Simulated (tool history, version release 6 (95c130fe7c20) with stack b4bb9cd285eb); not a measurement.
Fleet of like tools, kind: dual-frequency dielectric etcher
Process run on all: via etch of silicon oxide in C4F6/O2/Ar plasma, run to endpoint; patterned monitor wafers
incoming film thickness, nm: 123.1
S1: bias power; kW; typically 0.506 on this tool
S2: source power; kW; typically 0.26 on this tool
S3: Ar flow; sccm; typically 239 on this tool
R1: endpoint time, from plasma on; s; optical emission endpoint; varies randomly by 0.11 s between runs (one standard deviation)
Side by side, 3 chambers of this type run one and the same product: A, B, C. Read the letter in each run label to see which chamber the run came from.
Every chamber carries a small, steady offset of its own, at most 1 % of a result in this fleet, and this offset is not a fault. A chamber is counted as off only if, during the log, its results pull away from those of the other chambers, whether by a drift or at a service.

run   hour     S1    S2   S3      R1
       3.8  -- chamber C: Ar flow controller replaced
 1C   11.6  0.506  0.26  239  31.212
 2B   19.5  0.506  0.26  239  30.926
 3A   26.5  0.506  0.26  239  30.667
 4B   38.2  0.506  0.26  239  30.719
 5A   50.6  0.506  0.26  239  30.738
 6C   63.4  0.506  0.26  239  31.019
 7B   73.7  0.506  0.26  239  30.771
      74.6  -- chamber B: bias power generator calibrated
 8A   79.2  0.506  0.26  297  31.533
        88  -- chamber B: source power generator calibrated
 9C   91.4  0.506  0.26  297  31.916
10B  104.2  0.506  0.26  297  31.821
11A  110.4  0.506  0.26  239  30.889
12C  117.2  0.565  0.29  239  28.711
13C  123.7  0.565  0.29  239   28.93
14B  135.5  0.565  0.29  239  28.433
15A  148.1  0.506  0.26  239  30.885
16C  156.3   0.44  0.26  239  33.138
17B  164.4   0.44  0.26  239  32.565
18A  174.3   0.44  0.26  239  32.384
     177.2  -- chamber B: wet clean of the chamber
19C  181.6  0.506  0.26  239  31.656
20B  190.1  0.506  0.26  239  30.846
21A  197.8  0.592  0.26  196  28.266
22A  206.6  0.592  0.26  196  28.374
23C  216.4  0.592  0.26  196  29.282
24B  228.7  0.506  0.26  239  30.827
25A    236  0.506  0.26  239  30.896
26B  247.5  0.506  0.26  239  31.066
27C    256  0.506  0.26  239  31.956
28C  264.2  0.506  0.26  239  31.697
29A  273.7  0.506  0.26  239  30.649
30B  283.1  0.506  0.26  239  30.963
31C  289.1  0.506  0.26  239  31.902
32B  295.8  0.506  0.26  239  30.827
33A  304.1  0.561  0.26  239  29.707

One chamber off, gauge drift, or nothing amiss beyond the chambers' own small offsets? If it is a chamber, which one, and what is the likeliest cause?

Chamber C drifts away from the others.
What lies behind it: etch rate under this chamber's usual, % = 2.98.

Below are 4 candidate recipes for chamber C's next run, each the usual settings with a change, their results shown as question marks. Which of them brings C's results back in line with what the other chambers give on the usual settings?
In-line tolerance around the mean of the other chambers on the usual settings: R1 0.37 s
34C-1  313.3  0.506  0.29  231   ?
34C-2  313.3  0.478  0.25  243   ?
34C-3  313.3   0.63  0.26  239   ?
34C-4  313.3  0.404  0.26  239   ?

Mean of the other chambers on the usual settings: R1 30.81 s
  run      R1
34C-1   30.73
34C-2  33.364
34C-3   29.53
34C-4  34.933
34C-1 brings the chamber back in line.

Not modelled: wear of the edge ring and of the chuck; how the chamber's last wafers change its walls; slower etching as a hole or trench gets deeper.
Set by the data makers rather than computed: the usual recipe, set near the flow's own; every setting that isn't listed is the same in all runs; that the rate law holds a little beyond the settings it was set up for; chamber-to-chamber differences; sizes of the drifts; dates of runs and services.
